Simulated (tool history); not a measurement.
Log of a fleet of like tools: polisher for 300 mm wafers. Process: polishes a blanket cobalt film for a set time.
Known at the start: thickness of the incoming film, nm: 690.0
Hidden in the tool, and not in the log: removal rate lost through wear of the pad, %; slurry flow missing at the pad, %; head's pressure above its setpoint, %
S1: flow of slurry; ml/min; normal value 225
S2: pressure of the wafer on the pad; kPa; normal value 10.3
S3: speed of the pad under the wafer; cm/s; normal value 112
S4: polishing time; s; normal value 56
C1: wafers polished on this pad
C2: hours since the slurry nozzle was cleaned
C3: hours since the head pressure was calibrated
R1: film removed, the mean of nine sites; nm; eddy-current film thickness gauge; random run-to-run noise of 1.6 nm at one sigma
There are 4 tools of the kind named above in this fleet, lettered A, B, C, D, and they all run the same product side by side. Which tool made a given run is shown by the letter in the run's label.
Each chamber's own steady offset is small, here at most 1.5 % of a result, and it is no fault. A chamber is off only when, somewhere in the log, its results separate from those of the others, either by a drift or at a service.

{"run": "1D", "hour": 10.2, "S1": 225, "S2": 10.3, "S3": 112, "S4": 56, "C1": 845, "C2": 487.7, "C3": 255.8, "R1": 255.52}
{"run": "2A", "hour": 16.5, "S1": 225, "S2": 10.3, "S3": 112, "S4": 56, "C1": 710, "C2": 234.3, "C3": 565.2, "R1": 252.67}
{"run": "3B", "hour": 24.4, "S1": 225, "S2": 10.3, "S3": 112, "S4": 56, "C1": 688, "C2": 768.9, "C3": 145.1, "R1": 255.73}
{"run": "4C", "hour": 36.3, "S1": 225, "S2": 10.3, "S3": 112, "S4": 56, "C1": 789, "C2": 305.8, "C3": 579.3, "R1": 247.17}
{"run": "5A", "hour": 48.1, "S1": 265, "S2": 10.3, "S3": 112, "S4": 49, "C1": 983, "C2": 265.9, "C3": 596.8, "R1": 225.47}
{"hour": 54.6, "done": "chamber B: slurry nozzle cleaned"}
{"hour": 56.9, "done": "chamber A: worn pad replaced by a new one"}
{"run": "6C", "hour": 57.4, "S1": 265, "S2": 10.3, "S3": 112, "S4": 49, "C1": 970, "C2": 326.9, "C3": 600.4, "R1": 220.56}
{"run": "7D", "hour": 69.6, "S1": 265, "S2": 10.3, "S3": 112, "S4": 49, "C1": 1357, "C2": 547.1, "C3": 315.2, "R1": 223.49}
{"hour": 73.9, "done": "chamber D: worn pad replaced by a new one"}
{"run": "8B", "hour": 75.8, "S1": 265, "S2": 10.3, "S3": 112, "S4": 49, "C1": 1131, "C2": 21.3, "C3": 196.5, "R1": 224.31}
{"hour": 80.7, "done": "chamber A: slurry nozzle cleaned"}
{"hour": 88.6, "done": "chamber C: worn pad replaced by a new one"}
{"run": "9C", "hour": 89.5, "S1": 225, "S2": 10.3, "S3": 112, "S4": 56, "C1": 8, "C2": 359, "C3": 632.5, "R1": 250.19}
{"run": "10D", "hour": 103.2, "S1": 225, "S2": 10.3, "S3": 112, "S4": 56, "C1": 252, "C2": 580.7, "C3": 348.8, "R1": 256.98}
{"run": "11A", "hour": 116.0, "S1": 225, "S2": 10.3, "S3": 112, "S4": 56, "C1": 509, "C2": 35.3, "C3": 664.7, "R1": 253.22}
{"run": "12B", "hour": 128.5, "S1": 225, "S2": 10.3, "S3": 112, "S4": 56, "C1": 1585, "C2": 74, "C3": 249.2, "R1": 253.75}
{"run": "13A", "hour": 137.9, "S1": 225, "S2": 10.3, "S3": 112, "S4": 56, "C1": 697, "C2": 57.2, "C3": 686.6, "R1": 252.89}
{"run": "14C", "hour": 144.9, "S1": 225, "S2": 10.3, "S3": 112, "S4": 56, "C1": 485, "C2": 414.4, "C3": 687.9, "R1": 249.52}
{"run": "15D", "hour": 154.6, "S1": 225, "S2": 10.3, "S3": 112, "S4": 56, "C1": 695, "C2": 632.1, "C3": 400.2, "R1": 256.17}
{"run": "16B", "hour": 162.4, "S1": 225, "S2": 10.3, "S3": 112, "S4": 56, "C1": 1877, "C2": 107.9, "C3": 283.1, "R1": 255.54}
{"hour": 165.3, "done": "chamber A: worn pad replaced by a new one"}
{"run": "17D", "hour": 169.8, "S1": 225, "S2": 10.3, "S3": 112, "S4": 56, "C1": 826, "C2": 647.3, "C3": 415.4, "R1": 254.54}
{"hour": 171.8, "done": "chamber B: head pressure recalibrated"}
{"hour": 179.1, "done": "chamber C: slurry nozzle cleaned"}
{"run": "18B", "hour": 182.7, "S1": 225, "S2": 10.3, "S3": 112, "S4": 56, "C1": 2051, "C2": 128.2, "C3": 10.9, "R1": 252.98}
{"run": "19C", "hour": 188.8, "S1": 255, "S2": 10.3, "S3": 130, "S4": 56, "C1": 863, "C2": 9.8, "C3": 731.8, "R1": 294.51}
{"hour": 192.6, "done": "chamber A: head pressure recalibrated"}
{"run": "20A", "hour": 199.6, "S1": 255, "S2": 10.3, "S3": 130, "S4": 56, "C1": 295, "C2": 118.9, "C3": 7, "R1": 298.96}
{"hour": 207.8, "done": "chamber D: worn pad replaced by a new one"}
{"run": "21C", "hour": 210.1, "S1": 255, "S2": 10.3, "S3": 130, "S4": 56, "C1": 1047, "C2": 31.1, "C3": 753.1, "R1": 293.36}
{"run": "22D", "hour": 221.0, "S1": 255, "S2": 10.3, "S3": 130, "S4": 56, "C1": 113, "C2": 698.5, "C3": 466.6, "R1": 303.89}
{"hour": 228.5, "done": "chamber C: worn pad replaced by a new one"}
{"run": "23A", "hour": 228.6, "S1": 225, "S2": 10.3, "S3": 112, "S4": 56, "C1": 545, "C2": 147.9, "C3": 36, "R1": 255.53}
{"run": "24B", "hour": 238.0, "S1": 225, "S2": 10.3, "S3": 112, "S4": 56, "C1": 2528, "C2": 183.5, "C3": 66.2, "R1": 250.38}
{"run": "25C", "hour": 246.7, "S1": 225, "S2": 10.3, "S3": 112, "S4": 56, "C1": 156, "C2": 67.7, "C3": 789.7, "R1": 251.09}
{"run": "26A", "hour": 254.3, "S1": 225, "S2": 10.3, "S3": 112, "S4": 56, "C1": 766, "C2": 173.6, "C3": 61.7, "R1": 256.83}
{"run": "27B", "hour": 267.9, "S1": 225, "S2": 10.3, "S3": 112, "S4": 56, "C1": 2785, "C2": 213.4, "C3": 96.1, "R1": 246.95}
{"run": "28D", "hour": 281.6, "S1": 225, "S2": 10.3, "S3": 112, "S4": 56, "C1": 635, "C2": 759.1, "C3": 527.2, "R1": 255.35}
{"hour": 282.3, "done": "chamber A: worn pad replaced by a new one"}
{"run": "29C", "hour": 290.0, "S1": 225, "S2": 10.3, "S3": 112, "S4": 56, "C1": 529, "C2": 111, "C3": 833, "R1": 248.98}
{"hour": 297.3, "done": "chamber D: head pressure recalibrated"}
{"run": "30D", "hour": 303.0, "S1": 260, "S2": 7.6, "S3": 112, "S4": 56, "C1": 819, "C2": 780.5, "C3": 5.7, "R1": 191.04}
{"run": "31A", "hour": 309.9, "S1": 260, "S2": 7.6, "S3": 112, "S4": 56, "C1": 238, "C2": 229.2, "C3": 117.3, "R1": 188.4}
{"run": "32B", "hour": 319.2, "S1": 260, "S2": 7.6, "S3": 112, "S4": 56, "C1": 3227, "C2": 264.7, "C3": 147.4, "R1": 179.39}
{"run": "33C", "hour": 330.1, "S1": 260, "S2": 7.6, "S3": 112, "S4": 56, "C1": 875, "C2": 151.1, "C3": 873.1, "R1": 185.7}
{"run": "34A", "hour": 339.7, "S1": 225, "S2": 10.3, "S3": 112, "S4": 56, "C1": 494, "C2": 259, "C3": 147.1, "R1": 253.53}
{"hour": 341.9, "done": "chamber D: worn pad replaced by a new one"}
{"run": "35B", "hour": 350.5, "S1": 225, "S2": 10.3, "S3": 112, "S4": 56, "C1": 3496, "C2": 296, "C3": 178.7, "R1": 239.99}
{"run": "36D", "hour": 356.9, "S1": 225, "S2": 10.3, "S3": 112, "S4": 56, "C1": 129, "C2": 834.4, "C3": 59.6, "R1": 254.9}
{"hour": 362.9, "done": "chamber C: worn pad replaced by a new one"}
{"run": "37B", "hour": 370.0, "S1": 225, "S2": 10.3, "S3": 112, "S4": 56, "C1": 3664, "C2": 315.5, "C3": 198.2, "R1": 237.92}
{"run": "38A", "hour": 382.0, "S1": 225, "S2": 10.3, "S3": 112, "S4": 56, "C1": 858, "C2": 301.3, "C3": 189.4, "R1": 252.65}
{"run": "39D", "hour": 394.8, "S1": 225, "S2": 10.3, "S3": 112, "S4": 56, "C1": 456, "C2": 872.3, "C3": 97.5, "R1": 255.12}
{"hour": 396.4, "done": "chamber A: worn pad replaced by a new one"}
{"run": "40C", "hour": 406.8, "S1": 225, "S2": 10.3, "S3": 112, "S4": 56, "C1": 378, "C2": 227.8, "C3": 949.8, "R1": 250.87}
{"hour": 411.2, "done": "chamber A: slurry nozzle cleaned"}
{"run": "41A", "hour": 413.6, "S1": 225, "S2": 10.3, "S3": 112, "S4": 56, "C1": 148, "C2": 2.4, "C3": 221, "R1": 254.11}
{"run": "42D", "hour": 424.3, "S1": 225, "S2": 10.3, "S3": 112, "S4": 56, "C1": 710, "C2": 901.8, "C3": 127, "R1": 255.94}
{"run": "43B", "hour": 436.4, "S1": 225, "S2": 10.3, "S3": 112, "S4": 56, "C1": 4236, "C2": 381.9, "C3": 264.6, "R1": 234.61}
{"run": "44C", "hour": 445.6, "S1": 260, "S2": 10.3, "S3": 112, "S4": 68, "C1": 712, "C2": 266.6, "C3": 988.6, "R1": 309.31}

All chambers now run identical settings, listed one chamber a line with results as question marks. What results will each chamber show?
{"run": "45A", "hour": 455.5, "S1": 225, "S2": 10.3, "S3": 112, "S4": 56, "R1": "?"}
{"run": "45B", "hour": 455.5, "S1": 225, "S2": 10.3, "S3": 112, "S4": 56, "R1": "?"}
{"run": "45C", "hour": 455.5, "S1": 225, "S2": 10.3, "S3": 112, "S4": 56, "R1": "?"}
{"run": "45D", "hour": 455.5, "S1": 225, "S2": 10.3, "S3": 112, "S4": 56, "R1": "?"}

run=45A R1=253.58
run=45B R1=234.68
run=45C R1=248.69
run=45D R1=252.82

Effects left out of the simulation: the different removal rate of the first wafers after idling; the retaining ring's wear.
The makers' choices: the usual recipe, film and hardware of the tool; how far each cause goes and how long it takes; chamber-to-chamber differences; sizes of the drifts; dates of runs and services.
